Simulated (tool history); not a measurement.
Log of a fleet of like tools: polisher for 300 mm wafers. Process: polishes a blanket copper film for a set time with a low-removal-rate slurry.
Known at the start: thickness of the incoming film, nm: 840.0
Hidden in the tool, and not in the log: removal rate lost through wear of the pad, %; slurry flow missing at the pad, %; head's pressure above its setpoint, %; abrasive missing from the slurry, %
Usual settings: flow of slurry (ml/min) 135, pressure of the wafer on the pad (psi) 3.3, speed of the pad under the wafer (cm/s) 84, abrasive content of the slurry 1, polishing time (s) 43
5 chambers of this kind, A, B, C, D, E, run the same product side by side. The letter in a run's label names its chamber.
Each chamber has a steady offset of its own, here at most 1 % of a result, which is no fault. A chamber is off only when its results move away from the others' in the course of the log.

run	hour	flow of slurry (ml/min)	pressure of the wafer on the pad (psi)	speed of the pad under the wafer (cm/s)	abrasive content of the slurry	polishing time (s)	wafers polished on this pad	hours since the slurry nozzle was cleaned	hours since the head pressure was calibrated	hours since the slurry blender was calibrated	film removed (angstrom)
1D	10.9	135	3.3	84	1	43	270	137.5	281.1	148.5	1306.2
# hour 12.8: chamber B: worn pad replaced by a new one
# hour 14.6: chamber A: worn pad replaced by a new one
# hour 15.6: chamber E: slurry blender recalibrated
2B	21.6	135	3.3	84	1	43	95	750.2	287.1	243.7	1295.2
3E	31.8	135	3.3	84	1	43	824	130.9	803.6	16.2	1288.7
# hour 32.8: chamber B: slurry nozzle cleaned
# hour 40.4: chamber C: worn pad replaced by a new one
4A	45.3	135	3.3	84	1	43	332	180.1	415.1	394.7	1303
# hour 50.8: chamber E: worn pad replaced by a new one
# hour 54.7: chamber A: slurry blender recalibrated
5C	59	135	3.3	84	1	43	201	173.6	940.2	153.5	1291.8
# hour 59.8: chamber B: slurry blender recalibrated
6B	72.3	135	3.3	94	1	56	642	39.5	337.8	12.6	1889.1
7E	82.8	135	3.3	94	1	56	345	181.9	854.6	67.2	1911.3
# hour 87: chamber D: slurry blender recalibrated
8A	93.1	135	3.3	94	1	56	848	227.9	462.9	38.4	1883.9
# hour 94.4: chamber C: slurry nozzle cleaned
# hour 98.9: chamber C: slurry blender recalibrated
9D	99.9	135	3.3	94	1	56	1230	226.5	370.1	12.9	1868.4
# hour 102: chamber D: worn pad replaced by a new one
10C	108.1	135	3.3	94	1	56	730	13.7	989.3	9.3	1880.9
# hour 108.4: chamber B: worn pad replaced by a new one
11B	116.7	135	3.3	84	1	43	90	83.9	382.2	57	1304.1
# hour 122.5: chamber C: worn pad replaced by a new one
12A	126.4	135	3.3	84	0.75	43	1207	261.2	496.2	71.7	1218.3
# hour 128.3: chamber E: worn pad replaced by a new one
# hour 128.6: chamber A: worn pad replaced by a new one
# hour 132.2: chamber C: head pressure recalibrated
13E	140.3	135	3.3	84	0.75	43	130	239.4	912.1	124.7	1221.8
14C	151.2	135	3.3	84	0.75	43	310	56.8	19.1	52.4	1306.9
15D	165.1	135	3.3	84	0.75	43	681	291.7	435.3	78.1	1216
# hour 165.6: chamber E: head pressure recalibrated
16B	178.1	135	3.3	84	0.75	43	752	145.3	443.6	118.4	1216
17E	185.4	135	3.3	84	1	43	616	284.5	19.9	169.8	1290.2
18D	195.3	135	3.3	62	1	43	1007	321.9	465.5	108.3	959.44
# hour 197: chamber C: worn pad replaced by a new one
19C	202.9	135	3.3	62	1	43	64	108.5	70.8	104.1	1022.9
# hour 208.9: chamber E: worn pad replaced by a new one
20A	211.1	135	3.3	62	1	43	891	345.9	580.9	156.4	936.99
# hour 211.6: chamber D: worn pad replaced by a new one
# hour 216.3: chamber B: worn pad replaced by a new one
21C	221.4	135	3.3	62	1	43	264	127	89.3	122.6	1020.8
22A	228.4	135	3.3	62	1	43	1077	363.2	598.2	173.7	951.21
23D	242.6	120	3.3	84	1	49	334	369.2	512.8	155.6	1441.1
24E	256.6	120	3.3	84	1	49	515	355.7	91.1	241	1448.5
# hour 265.5: chamber E: slurry blender recalibrated
25B	268.9	120	3.3	84	1	49	568	236.1	534.4	209.2	1449.5
# hour 269.2: chamber C: slurry blender recalibrated
# hour 274.9: chamber A: worn pad replaced by a new one
26C	275.4	120	3.3	84	1	49	846	181	143.3	6.2	1536.2
# hour 278.4: chamber A: slurry nozzle cleaned
# hour 278.5: chamber B: slurry blender recalibrated
# hour 281.6: chamber E: worn pad replaced by a new one
27D	282.7	120	3.3	84	1	49	767	409.3	552.9	195.7	1445.2
# hour 288.4: chamber D: slurry nozzle cleaned
# hour 290.2: chamber C: worn pad replaced by a new one
28B	291.5	135	3.3	84	1	43	812	258.7	557	13.1	1307.8
# hour 298: chamber D: slurry blender recalibrated
29A	306.1	135	3.3	84	1	43	337	27.7	675.9	251.4	1298.8
# hour 308.9: chamber C: slurry nozzle cleaned
30E	312.5	135	3.3	84	1	43	334	411.6	147	47.1	1288.5
31B	326.2	135	3.3	84	1	34	1186	293.4	591.7	47.8	1029.6
# hour 331.9: chamber B: worn pad replaced by a new one
32E	335.8	135	3.3	84	1	34	585	434.9	170.3	70.4	1032.2
# hour 343.2: chamber D: worn pad replaced by a new one
33A	347.2	135	3.3	84	1	34	781	68.8	717	292.5	1030.5
34D	361.1	135	3.3	84	1	34	194	72.8	631.3	63.2	1024
# hour 366.3: chamber E: worn pad replaced by a new one
35C	370.1	135	3.3	84	1	34	862	61.3	238	100.9	1080.4
# hour 372.1: chamber C: worn pad replaced by a new one
36C	380.8	110	3.3	84	1	43	94	72	248.7	111.6	1331.8
37B	395.6	110	3.3	84	1	43	688	362.8	661.1	117.2	1241.4
38E	405.6	110	3.3	84	1	43	424	504.7	240.1	140.2	1237.2
39D	417.6	110	3.3	84	1	43	803	129.3	687.8	119.7	1234.6

Is one chamber off against the others, does the gauge drift, or is nothing wrong? If a chamber is off, say which, and what the likeliest cause is.

A service left chamber C off against the others.
Cause: head's pressure above its setpoint, % = 6.

Here are 4 candidates for chamber C's next run, each the usual settings with a change, their results left as question marks. Which one brings its results back in line with what the others give on the usual settings?
In line means no further than this from the other chambers' mean on the usual settings: film removed (angstrom) 28
40C-1	428.3	135	3.1	84	1	43					?
40C-2	428.3	135	3.3	84	1.3	43					?
40C-3	428.3	135	3.3	84	1.1	43					?
40C-4	428.3	135	3.3	84	1	42					?

The other chambers' mean on the usual settings: film removed (angstrom) 1300
run	film removed (angstrom)
40C-1	1297.3
40C-2	1459.1
40C-3	1407.7
40C-4	1347.6
40C-1 brings the chamber back in line.
